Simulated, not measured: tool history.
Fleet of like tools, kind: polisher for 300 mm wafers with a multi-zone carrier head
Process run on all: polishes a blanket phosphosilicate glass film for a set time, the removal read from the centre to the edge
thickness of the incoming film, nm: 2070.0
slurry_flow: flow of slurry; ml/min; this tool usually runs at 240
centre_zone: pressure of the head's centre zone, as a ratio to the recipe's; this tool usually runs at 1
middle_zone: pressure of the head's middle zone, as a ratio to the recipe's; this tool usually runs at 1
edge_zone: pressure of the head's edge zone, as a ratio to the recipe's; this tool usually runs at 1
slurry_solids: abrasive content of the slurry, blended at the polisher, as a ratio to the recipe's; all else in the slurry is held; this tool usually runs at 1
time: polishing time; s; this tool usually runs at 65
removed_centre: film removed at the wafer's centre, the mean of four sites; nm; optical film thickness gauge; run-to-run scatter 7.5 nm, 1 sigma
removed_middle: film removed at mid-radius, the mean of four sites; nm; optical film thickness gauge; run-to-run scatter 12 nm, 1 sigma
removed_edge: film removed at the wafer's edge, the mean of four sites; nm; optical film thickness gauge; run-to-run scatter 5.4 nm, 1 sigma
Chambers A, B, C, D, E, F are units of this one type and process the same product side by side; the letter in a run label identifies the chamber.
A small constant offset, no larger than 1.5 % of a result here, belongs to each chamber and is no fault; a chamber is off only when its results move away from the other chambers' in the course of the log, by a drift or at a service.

run,hour,slurry_flow,centre_zone,middle_zone,edge_zone,slurry_solids,time,wafers polished on this pad,hours since the slurry nozzle was cleaned,hours since the centre zone pressure was calibrated,hours since the edge zone pressure was calibrated,removed_centre,removed_middle,removed_edge
# hour 4.6: chamber B: worn pad replaced by a new one
1A,9.2,240,1,1,1,1,65,270,654.6,730.2,489.9,797.27,791.51,805.44
2F,16.4,240,1,1,1,1,65,298,438.9,331.2,50.2,815.21,806.44,800.21
3D,30.4,240,1,1,1,1,65,602,150.6,383.4,575.8,783.37,810.9,801.9
# hour 41.4: chamber E: edge zone pressure recalibrated
4C,44,240,1,1,1,1,65,717,279.7,387.1,215.4,795.77,793.26,805.86
# hour 47.2: chamber D: worn pad replaced by a new one
# hour 50.2: chamber E: slurry nozzle cleaned
# hour 53.6: chamber C: worn pad replaced by a new one
5B,54.1,240,1,1,1,1,65,336,689.7,571,996.9,803.73,796.87,806.72
# hour 62.7: chamber E: worn pad replaced by a new one
6E,63.8,240,0.96,1,0.96,1,65,7,13.6,78.3,22.4,754.37,826.54,775.23
# hour 74.9: chamber A: slurry nozzle cleaned
7A,76.2,240,0.96,1,0.96,1,65,725,1.4,797.2,556.9,761.99,795.83,781.43
# hour 84.1: chamber F: worn pad replaced by a new one
# hour 87.9: chamber D: slurry nozzle cleaned
8C,88.1,240,0.96,1,0.96,1,65,234,323.8,431.2,259.5,762.01,799.24,780.66
9B,96.1,240,0.96,1,0.96,1,65,621,731.7,613,1038.9,770.53,798,788.79
10D,111.8,240,0.96,1,0.96,1,65,439,24,464.8,657.2,760.28,825.54,783.7
11E,121.2,240,0.96,1,0.96,1,65,397,71,135.7,79.8,754.37,793.39,772.19
# hour 127.4: chamber A: worn pad replaced by a new one
12F,130.2,240,1,1,1,1,65,313,552.7,445,164,799.71,806.31,793.08
# hour 133.3: chamber D: worn pad replaced by a new one
13A,145.8,240,1,1,1,1,65,125,71,866.8,626.5,801.09,817.43,804.93
# hour 155.6: chamber B: centre zone pressure recalibrated
14B,157.8,240,1,0.92,1.09,1,65,1040,793.4,2.3,1100.6,805.48,731.94,836.54
# hour 158.9: chamber E: worn pad replaced by a new one
15F,169.1,240,1,0.92,1.09,1,65,577,591.6,483.9,202.9,803.62,760.35,835.26
# hour 169.7: chamber C: slurry nozzle cleaned
16C,178.2,240,1,0.92,1.09,1,65,846,8.6,521.3,349.6,794.54,725.22,838.14
# hour 182.7: chamber C: worn pad replaced by a new one
17E,187.8,240,1,0.92,1.09,1,65,196,137.6,202.3,146.4,798.8,733.64,835.07
# hour 198.9: chamber F: worn pad replaced by a new one
18D,199.2,240,1,0.92,1.09,1,65,447,111.4,552.2,744.6,780.9,735.52,830.03
19B,212,240,1,0.92,1.09,1,65,1408,847.6,56.5,1154.8,800.23,756.24,835.85
# hour 218.5: chamber B: worn pad replaced by a new one
20D,226,240,1,1,1,1,65,629,138.2,579,771.4,776.31,825.58,800.4
# hour 232.6: chamber D: worn pad replaced by a new one
21E,241.3,240,1,1,1,1,65,559,191.1,255.8,199.9,801.69,794.63,803.92
22C,253,240,1,1,1,1,65,477,83.4,596.1,424.4,772.21,805.84,804.03
# hour 259.8: chamber A: worn pad replaced by a new one
23A,268.8,240,0.92,1,1,0.75,65,61,194,989.8,749.5,636.59,692.16,704.94
# hour 272.9: chamber E: worn pad replaced by a new one
# hour 283.1: chamber D: slurry nozzle cleaned
24F,283.4,240,0.92,1,1,0.75,65,574,705.9,598.2,317.2,634.08,705.44,691.53
# hour 286.4: chamber B: slurry nozzle cleaned
# hour 294.3: chamber C: worn pad replaced by a new one
# hour 294.8: chamber A: centre zone pressure recalibrated
25A,298.2,240,0.92,1,1,0.75,65,261,223.4,3.5,778.9,630.77,714.4,699.41
26D,308.4,240,0.92,1,1,0.75,65,515,25.4,661.4,853.8,626.98,682.81,697.58
27F,322.6,240,0.92,1,1,0.75,65,840,745.1,637.4,356.4,636.06,691.38,691.32
# hour 323.5: chamber A: edge zone pressure recalibrated
# hour 337.6: chamber F: worn pad replaced by a new one
28C,338.5,240,0.92,1,1,0.75,65,300,168.9,681.6,509.9,586.39,704.09,704.2
# hour 345.6: chamber D: worn pad replaced by a new one
29E,350.1,240,1,1,1,1,65,524,299.9,364.6,308.7,793.52,806.21,797.78
30B,357.1,240,1,1,1,1,65,941,70.7,201.6,1299.9,812.06,796.48,803.94
# hour 360.4: chamber E: worn pad replaced by a new one
# hour 366.9: chamber B: edge zone pressure recalibrated
31C,369.1,240,1,1,1,1,65,507,199.5,712.2,540.5,727.36,799.92,804.51
32D,380.5,240,1,1,1,1,65,237,97.5,733.5,925.9,775.13,797.13,792.37
33F,389.7,240,1,1,1,1,65,354,812.2,704.5,423.5,803.53,815.84,805.83
# hour 396.4: chamber B: worn pad replaced by a new one
34E,399.9,240,1,0.96,1,0.8,65,268,349.7,414.4,358.5,710.51,690.43,719.58
35B,411.1,240,1,0.96,1,0.8,65,100,124.7,255.6,44.2,728.2,680.87,719.96
# hour 413.6: chamber A: worn pad replaced by a new one
36A,418.3,240,1,0.96,1,0.8,65,32,343.5,123.6,94.8,715.16,683.23,723.83

Is one chamber out of step, is the gauge drifting, or do the chambers differ by no more than their own small offsets? For an off chamber, give its letter and the likeliest cause.

It is chamber C that slowly wanders off from its peers.
Likeliest cause: centre zone's pressure below its setpoint, % = 8.84.

Below are 4 candidate recipes for chamber C's next run, each the usual settings with a change, their results shown as question marks. Which of them brings C's results back in line with what the other chambers give on the usual settings?
In line here means within this much of the mean the other chambers give on the usual settings: removed_centre 26 nm; removed_middle 41 nm; removed_edge 19 nm
37C-1,429.8,230,0.86,1.02,1.05,1,64,,,,,?,?,?
37C-2,429.8,245,1.09,0.98,0.97,1,66,,,,,?,?,?
37C-3,429.8,235,0.92,1.01,1.03,1,65,,,,,?,?,?
37C-4,429.8,250,1.16,0.97,0.94,1,66,,,,,?,?,?

The mean the other chambers reach with the usual settings: removed_centre 799.53 nm; removed_middle 799.21 nm; removed_edge 799.73 nm
run,removed_centre,removed_middle,removed_edge
37C-1,595.04,798.46,807.79
37C-2,808.13,798.58,804.54
37C-3,654.5,805.44,813.89
37C-4,867.99,792.62,793.36
37C-2 puts the chamber back in line with the other chambers.

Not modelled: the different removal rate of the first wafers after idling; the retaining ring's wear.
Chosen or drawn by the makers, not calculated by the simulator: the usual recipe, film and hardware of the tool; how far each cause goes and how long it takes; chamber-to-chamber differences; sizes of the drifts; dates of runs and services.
